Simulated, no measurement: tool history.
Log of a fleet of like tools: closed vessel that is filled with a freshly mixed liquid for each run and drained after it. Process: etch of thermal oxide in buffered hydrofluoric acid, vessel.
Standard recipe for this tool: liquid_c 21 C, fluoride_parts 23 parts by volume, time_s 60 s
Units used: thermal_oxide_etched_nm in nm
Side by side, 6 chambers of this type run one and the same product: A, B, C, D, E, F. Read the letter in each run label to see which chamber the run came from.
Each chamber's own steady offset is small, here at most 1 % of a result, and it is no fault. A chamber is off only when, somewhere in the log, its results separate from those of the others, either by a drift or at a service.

run   hour  liquid_c  fluoride_parts  time_s  read-back film thickness of the thermal oxide reference wafer, read on the same gauge (nm)  thermal_oxide_etched_nm
 1D      7        21              23      60                                                                                      139.97                       27
 2F     16        21              23      60                                                                                      140.02                   27.279
 3E   24.7        21              23      60                                                                                      139.98                   27.146
 4C   32.2        21              23      60                                                                                      139.96                    26.84
 5A   39.4        21              23      60                                                                                      140.06                    26.71
 6B   45.8        21              23      60                                                                                      139.97                   26.518
 7E   53.9        21              23      60                                                                                      139.99                    26.87
 8B   62.7        21              23      60                                                                                      140.01                   27.127
 9F   69.1        21              23      60                                                                                      140.02                   27.324
10D   78.9        21              23      60                                                                                      140.05                   26.702
      84.5  -- chamber B: hydrofluoric acid flow meter replaced
11A   85.3        17              23      60                                                                                      139.99                   21.136
12C   90.6        17              23      60                                                                                      139.99                   21.724
13A   96.7        17              23      60                                                                                      139.99                    21.33
14C  105.8        17              23      60                                                                                      140.02                   21.851
15B  112.9        17              23      60                                                                                         140                   21.664
16F  121.4        17              23      60                                                                                      140.01                   21.759
17E  127.8        21              23      60                                                                                      139.98                   26.824
       135  -- chamber C: thermometer replaced
18D  136.3        21              23      60                                                                                      140.03                   26.775
19F  146.3        21              23      60                                                                                      139.97                   27.107
20E    156        21              23      60                                                                                      140.03                   26.947
21C  165.9        21              18      60                                                                                      140.02                     33.1
22A  175.9        21              18      60                                                                                      140.02                   32.804
23B  182.7        21              18      60                                                                                      139.98                   33.317
24D  191.4        21              18      60                                                                                      139.95                    32.11
25F  200.1        21              18      60                                                                                      139.99                   33.338
26B  206.4        21              18      60                                                                                      140.01                   33.066
27A  212.7        21              23      60                                                                                      139.95                   26.558
28C  222.5        21              23      60                                                                                      140.02                   27.022
29E  231.5        21              23      60                                                                                      139.95                   26.971
30D  240.6        17              16      60                                                                                      139.99                    29.07
31E    250        17              16      60                                                                                      140.03                   29.127
32F  260.1        17              16      60                                                                                      140.01                   29.507
33C  265.1        17              16      60                                                                                      139.98                   29.621
34B  274.2        17              16      60                                                                                      139.99                   29.679
35A  278.7        17              16      60                                                                                         140                   29.296
36D  286.4        21              23      60                                                                                      139.96                   26.833
37E  293.3        21              23      60                                                                                         140                   26.601
38A  298.1        21              23      60                                                                                      139.99                   26.594
39D  304.3        21              23      60                                                                                      139.97                   26.499
40F  310.7        21              23      60                                                                                      140.01                   26.979
41B  317.5        21            29.5      85                                                                                         140                   32.121

Predict what each chamber gives when all 6 of them run the settings below next.
42A  324.9        21              23      60                                                                                                                    ?
42B  324.9        21              23      60                                                                                                                    ?
42C  324.9        21              23      60                                                                                                                    ?
42D  324.9        21              23      60                                                                                                                    ?
42E  324.9        21              23      60                                                                                                                    ?
42F  324.9        21              23      60                                                                                                                    ?

run  thermal_oxide_etched_nm
42A                   26.831
42B                   27.032
42C                   26.912
42D                   26.728
42E                   27.078
42F                   27.423
